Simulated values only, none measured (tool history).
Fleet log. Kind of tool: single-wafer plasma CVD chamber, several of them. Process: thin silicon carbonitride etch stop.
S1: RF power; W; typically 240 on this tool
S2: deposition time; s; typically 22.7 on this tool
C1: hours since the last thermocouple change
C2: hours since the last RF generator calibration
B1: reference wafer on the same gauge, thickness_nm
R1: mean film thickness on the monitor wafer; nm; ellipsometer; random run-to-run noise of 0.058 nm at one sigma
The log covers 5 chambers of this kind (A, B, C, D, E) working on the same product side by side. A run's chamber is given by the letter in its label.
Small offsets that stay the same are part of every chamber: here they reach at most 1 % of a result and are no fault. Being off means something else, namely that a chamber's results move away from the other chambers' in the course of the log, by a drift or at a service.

Run 1D, hour 10.9: usual settings; C1 436.8; C2 815.4; B1 12.021. Result: R1 13.638 nm.
Run 2E, hour 25.2: usual settings; C1 2033.9; C2 2148.4; B1 12.011. Result: R1 13.736 nm.
Run 3B, hour 36.7: usual settings; C1 293.5; C2 891.5; B1 12.005. Result: R1 13.680 nm.
Run 4C, hour 45.0: usual settings; C1 603.6; C2 599.2; B1 12.003. Result: R1 13.585 nm.
Run 5A, hour 51.5: usual settings; C1 2404.0; C2 1206.8; B1 11.994. Result: R1 13.816 nm.
Run 6B, hour 59.0: usual settings; C1 315.8; C2 913.8; B1 11.997. Result: R1 13.568 nm.
Run 7E, hour 66.4: usual settings; C1 2075.1; C2 2189.6; B1 11.993. Result: R1 13.667 nm.
Run 8C, hour 80.7: usual settings but S1 205 W, S2 24.4 s; C1 639.3; C2 634.9; B1 11.993. Result: R1 13.936 nm.
Run 9D, hour 90.7: usual settings but S1 205 W, S2 24.4 s; C1 516.6; C2 895.2; B1 12.003. Result: R1 13.828 nm.
Run 10A, hour 97.2: usual settings but S1 205 W, S2 24.4 s; C1 2449.7; C2 1252.5; B1 12.016. Result: R1 14.097 nm.
Run 11B, hour 107.2: usual settings but S1 205 W, S2 24.4 s; C1 364.0; C2 962.0; B1 11.996. Result: R1 13.938 nm.
Run 12C, hour 114.3: usual settings but S1 205 W, S2 24.4 s; C1 672.9; C2 668.5; B1 11.991. Result: R1 13.984 nm.
Run 13A, hour 121.1: usual settings; C1 2473.6; C2 1276.4; B1 12.005. Result: R1 13.727 nm.
Run 14E, hour 130.7: usual settings; C1 2139.4; C2 2253.9; B1 11.999. Result: R1 13.644 nm.
Run 15D, hour 142.6: usual settings; C1 568.5; C2 947.1; B1 11.997. Result: R1 13.658 nm.
Run 16D, hour 150.9: usual settings; C1 576.8; C2 955.4; B1 12.015. Result: R1 13.555 nm.
Run 17C, hour 164.8: usual settings; C1 723.4; C2 719.0; B1 12.003. Result: R1 13.614 nm.
At hour 170.6: chamber E: RF generator calibrated.
Run 18B, hour 176.6: usual settings but S1 275 W; C1 433.4; C2 1031.4; B1 11.996. Result: R1 14.157 nm.
Run 19A, hour 183.0: usual settings but S1 275 W; C1 2535.5; C2 1338.3; B1 12.005. Result: R1 14.272 nm.
Run 20E, hour 189.5: usual settings but S1 275 W; C1 2198.2; C2 18.9; B1 12.009. Result: R1 14.263 nm.
Run 21D, hour 196.3: usual settings but S1 275 W; C1 622.2; C2 1000.8; B1 11.993. Result: R1 14.223 nm.
Run 22B, hour 204.3: usual settings but S1 275 W; C1 461.1; C2 1059.1; B1 11.994. Result: R1 14.264 nm.
Run 23C, hour 215.2: usual settings; C1 773.8; C2 769.4; B1 11.994. Result: R1 13.610 nm.
Run 24A, hour 224.9: usual settings; C1 2577.4; C2 1380.2; B1 12.003. Result: R1 13.746 nm.
Run 25E, hour 235.4: usual settings but S1 205 W, S2 24.7 s; C1 2244.1; C2 64.8; B1 12.002. Result: R1 14.273 nm.
Run 26E, hour 250.2: usual settings but S1 205 W, S2 24.7 s; C1 2258.9; C2 79.6; B1 12.013. Result: R1 14.178 nm.
Run 27A, hour 257.7: usual settings but S1 205 W, S2 24.7 s; C1 2610.2; C2 1413.0; B1 12.009. Result: R1 14.209 nm.
Run 28D, hour 265.7: usual settings but S1 205 W, S2 24.7 s; C1 691.6; C2 1070.2; B1 11.998. Result: R1 14.145 nm.
Run 29C, hour 279.4: usual settings but S1 205 W, S2 24.7 s; C1 838.0; C2 833.6; B1 11.996. Result: R1 14.078 nm.
Run 30B, hour 288.4: usual settings; C1 545.2; C2 1143.2; B1 11.996. Result: R1 13.579 nm.
Run 31B, hour 296.3: usual settings; C1 553.1; C2 1151.1; B1 11.992. Result: R1 13.673 nm.
Run 32E, hour 303.1: usual settings; C1 2311.8; C2 132.5; B1 12.005. Result: R1 13.561 nm.
Run 33C, hour 317.3: usual settings but S1 195 W; C1 875.9; C2 871.5; B1 11.991. Result: R1 12.731 nm.
Run 34A, hour 324.6: usual settings but S1 195 W; C1 2677.1; C2 1479.9; B1 11.990. Result: R1 12.866 nm.
Run 35D, hour 333.9: usual settings but S1 195 W; C1 759.8; C2 1138.4; B1 11.996. Result: R1 12.693 nm.
Run 36C, hour 345.0: usual settings but S1 195 W; C1 903.6; C2 899.2; B1 12.002. Result: R1 12.753 nm.
Run 37A, hour 355.9: usual settings but S1 195 W; C1 2708.4; C2 1511.2; B1 11.999. Result: R1 12.820 nm.
Run 38D, hour 364.3: usual settings; C1 790.2; C2 1168.8; B1 11.986. Result: R1 13.527 nm.
Run 39B, hour 377.3: usual settings; C1 634.1; C2 1232.1; B1 11.999. Result: R1 13.609 nm.
Run 40E, hour 391.8: usual settings; C1 2400.5; C2 221.2; B1 11.999. Result: R1 13.548 nm.
At hour 400.9: chamber C: RF generator calibrated.
Run 41C, hour 402.7: usual settings; C1 961.3; C2 1.9; B1 12.001. Result: R1 13.639 nm.
At hour 410.7: chamber E: thermocouple changed; heater temperature recalibrated.
Run 42E, hour 416.4: usual settings; C1 5.8; C2 245.8; B1 11.991. Result: R1 13.694 nm.
Run 43D, hour 425.2: usual settings; C1 851.1; C2 1229.7; B1 11.993. Result: R1 13.637 nm.

Read the log: is a single chamber off, either drifting away or since a service, is the gauge that measures every chamber drifting, or is nothing wrong beyond small per-chamber offsets? Name any odd chamber and what most likely caused it.

The fleet is healthy, with each chamber sitting at its usual small offset and no drift in the gauge.

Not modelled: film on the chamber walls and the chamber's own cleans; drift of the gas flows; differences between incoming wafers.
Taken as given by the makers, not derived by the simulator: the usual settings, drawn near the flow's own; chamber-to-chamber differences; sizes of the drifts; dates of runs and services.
